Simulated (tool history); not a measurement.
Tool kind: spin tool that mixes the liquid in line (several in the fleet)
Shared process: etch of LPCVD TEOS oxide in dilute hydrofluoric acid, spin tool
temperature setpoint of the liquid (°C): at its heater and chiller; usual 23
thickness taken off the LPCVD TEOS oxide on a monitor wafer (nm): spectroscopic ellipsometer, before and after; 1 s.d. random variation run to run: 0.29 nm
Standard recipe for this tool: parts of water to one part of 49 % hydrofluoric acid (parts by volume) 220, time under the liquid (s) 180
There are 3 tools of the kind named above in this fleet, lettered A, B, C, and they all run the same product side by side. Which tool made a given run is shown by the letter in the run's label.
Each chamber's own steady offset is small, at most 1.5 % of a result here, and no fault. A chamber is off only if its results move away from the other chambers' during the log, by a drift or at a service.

run	hour	temperature setpoint of the liquid (°C)	parts of water to one part of 49 % hydrofluoric acid (parts by volume)	time under the liquid (s)	read-back film thickness of the LPCVD TEOS oxide reference wafer, read on the same gauge (nm)	thickness taken off the LPCVD TEOS oxide on a monitor wafer (nm)
1C	5.3	23	220	180	139.97	29.572
2B	14.2	23	220	180	140.01	29.193
3A	21.9	23	220	180	139.93	28.87
4B	31.9	23	220	180	140.03	29.879
5C	40.9	23	220	180	140.04	29.865
6A	45.3	23	220	180	139.97	28.712
7C	52.4	23	220	180	140.02	29.891
8A	59.7	23	220	180	140	29.353
9B	67	23	220	180	140.01	29.244
10B	74	23	180	180	140	37.803
11A	82.3	23	180	180	140.01	37.14
12C	88.9	23	180	180	139.99	38.364
13B	97.3	23	220	180	140.02	29.724
14A	106.9	23	220	180	140.01	29.603
15C	114.4	27.5	255	180	140.01	29.674
16A	123	27.5	255	180	139.99	28.656
# hour 131.2: chamber C: hydrofluoric acid flow meter replaced
17C	132.5	27.5	255	180	140.01	30.012
18B	142.5	23	220	180	139.98	29.903
19B	152.4	21	220	180	139.99	27.228
20C	158	21	220	180	140	30.095
21A	163.9	21	220	180	140.04	27.546
22B	168.3	23	220	180	140	29.267
23A	175.3	23	220	180	140.04	29.421
24C	179.9	23	220	180	139.99	31.565
25A	187.1	23	220	180	140.02	29.541
26B	194.4	23	220	180	139.99	29.404
27C	203.3	23	220	180	139.99	32.806
28C	212.1	23	220	180	139.97	31.947

For the next run the whole fleet of 3 chambers uses the same settings. Give each chamber's results:
29A	219.4	23	220	180		?
29B	219.4	23	220	180		?
29C	219.4	23	220	180		?

run	thickness taken off the LPCVD TEOS oxide on a monitor wafer (nm)
29A	29.781
29B	29.285
29C	32.569

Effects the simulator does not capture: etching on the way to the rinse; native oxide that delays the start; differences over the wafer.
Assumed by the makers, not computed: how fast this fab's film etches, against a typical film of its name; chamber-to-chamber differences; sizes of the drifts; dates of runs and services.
